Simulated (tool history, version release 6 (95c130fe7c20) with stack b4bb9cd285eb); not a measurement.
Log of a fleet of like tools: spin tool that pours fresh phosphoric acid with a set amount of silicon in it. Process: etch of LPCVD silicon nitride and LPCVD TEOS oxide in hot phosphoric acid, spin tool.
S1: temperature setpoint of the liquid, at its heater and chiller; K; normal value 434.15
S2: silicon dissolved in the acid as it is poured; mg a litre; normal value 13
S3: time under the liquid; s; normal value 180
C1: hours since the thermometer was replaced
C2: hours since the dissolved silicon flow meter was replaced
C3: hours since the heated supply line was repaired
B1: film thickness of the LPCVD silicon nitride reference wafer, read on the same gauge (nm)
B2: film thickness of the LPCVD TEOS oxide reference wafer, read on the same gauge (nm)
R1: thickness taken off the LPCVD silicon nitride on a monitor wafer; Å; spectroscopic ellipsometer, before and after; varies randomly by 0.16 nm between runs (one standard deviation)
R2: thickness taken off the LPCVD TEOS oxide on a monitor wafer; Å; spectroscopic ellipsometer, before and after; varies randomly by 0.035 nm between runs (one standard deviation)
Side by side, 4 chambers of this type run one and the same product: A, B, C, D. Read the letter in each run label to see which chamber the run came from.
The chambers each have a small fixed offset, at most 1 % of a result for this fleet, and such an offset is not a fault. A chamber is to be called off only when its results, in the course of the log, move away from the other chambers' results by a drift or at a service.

run   hour      S1  S2   S3      C1      C2      C3      B1      B2      R1      R2
 1A    4.2  434.15  13  180   206.3  1490.2  1786.4  130.02   99.98  176.07   3.475
 2C    9.6  434.15  13  180  1760.1   499.8   507.3  129.97  99.975  178.61  4.1429
 3D     15  434.15  13  180  1018.6    59.7   224.3  130.03     100  177.08  3.7921
 4B   17.6  434.15  13  180    20.4     721   317.5  130.04  100.02  177.84  3.3768
 5B   21.3  434.15  13  180    24.1   724.7   321.2  130.01  99.987  177.71  4.1726
 6C   26.6  434.15  13  115  1777.1   516.8   524.3  129.92  99.989   113.4  2.4246
 7D     31  434.15  13  115  1034.6    75.7   240.3  130.04  100.01  112.41  2.8556
 8A   34.4  434.15  13  115   236.5  1520.4  1816.6  130.01  99.981  113.75  2.2137
 9C   37.1  434.15  13  115  1787.6   527.3   534.8  129.97  100.04  113.12  2.9911
10B   39.8  434.15  13  245    42.6   743.2   339.7  129.96  99.977  242.34  5.6507
11A   42.9  434.15  13  245     245  1528.9  1825.1     130  99.998  245.66  5.1817
12D   46.1  434.15  13  245  1049.7    90.8   255.4  130.04  99.997  241.05  5.4219
13B   50.5  434.15  13  245    53.3   753.9   350.4     130     100  239.52  5.2689
14C   55.1  434.15  13  180  1805.6   545.3   552.8  130.04     100  176.64  4.2101
15A   58.9  434.15  13  180     261  1544.9  1841.1  129.98  99.991  175.12  3.4743
16D   64.1  434.15  13  180  1067.7   108.8   273.4  129.98  99.981  178.71  4.2876
17A   68.9  434.15  13  180     271  1554.9  1851.1     130  99.996  175.17  3.9313
18B   71.7  434.15  13  180    74.5   775.1   371.6  129.97   99.98   176.7  4.0421
19C   76.1  434.15  13  180  1826.6   566.3   573.8  130.01  100.02  177.16   4.477
20D   80.1  434.15  13  180  1083.7   124.8   289.4     130  99.987  178.98  3.6206
21C   83.4  434.15  13  180  1833.9   573.6   581.1  129.99  99.996  179.17  4.0393
22B   88.8  434.15  13  180    91.6   792.2   388.7  130.01  100.01  178.78  3.8286
23D   92.6  434.15  13  180  1096.2   137.3   301.9  130.01  100.01  178.12  4.0161
24A   95.5  434.15  13  180   297.6  1581.5  1877.7  130.01  99.995   170.8  3.4454
25C   98.4  434.15  13  180  1848.9   588.6   596.1  130.02     100  181.84  3.9323
26A    102  434.15  13  180   304.1    1588  1884.2  129.99  100.02  172.55  3.5252
27B  107.4  434.15  13  180   110.2   810.8   407.3  129.95  99.997  179.71  4.1919
28D  112.9  434.15  21  260  1116.5   157.6   322.2  130.02  99.997  258.03  4.6772
29D  116.9  434.15  21  260  1120.5   161.6   326.2     130  99.988  255.09  4.8268
30C  119.7  434.15  21  260  1870.2   609.9   617.4  130.02  99.968  256.28  4.5311
31A  124.8  434.15  21  260   326.9  1610.8    1907     130  100.01  239.09  4.3479
32B  128.5  436.65   6  180   131.3   831.9   428.4  130.04  100.01  195.83  5.6484
33D  132.4  436.65   6  180    1136   177.1   341.7  129.97  99.998   194.6  5.1804
34B  137.1  436.65   6  180   139.9   840.5     437  130.03  99.999  194.95  5.1074
35C  142.6  436.65   6  180  1893.1   632.8   640.3  130.01  100.01  193.77  5.9803
36A  147.2  434.15  13  180   349.3  1633.2  1929.4  130.03  99.981  166.01  3.1469

Which is it: a chamber that has drifted or been left off by a service, a gauge drift common to all chambers, or only each chamber's usual small offset? If a chamber is off, name it and its likeliest cause.

Chamber A drifts away from the others.
Cause: temperature lost on the way to the wafer (K) = 2.34.
From this log alone, it may not be told apart from: liquid colder than its thermometer reads (K).

Which of the 4 candidates below, each the usual settings with something changed and its results left as question marks, puts chamber A back in line with what the other chambers give on the usual settings?
In line here means within this much of the mean the other chambers give on the usual settings: R1 5.6 Å; R2 1.2 Å
37A-1  151.5  435.15     7  200                       ?   ?
37A-2  151.5  433.65  16.5  170                       ?   ?
37A-3  151.5  433.15  18.5  165                       ?   ?
37A-4  151.5  434.65   9.5  190                       ?   ?

What the other chambers average on the usual settings: R1 177.44 Å; R2 4.0747 Å
  run      R1      R2
37A-1  187.62  4.7679
37A-2   151.5  2.9088
37A-3  144.53  2.5834
37A-4  175.21  4.1426
The right change is 37A-4: it brings the chamber back within the allowed miss of the others.
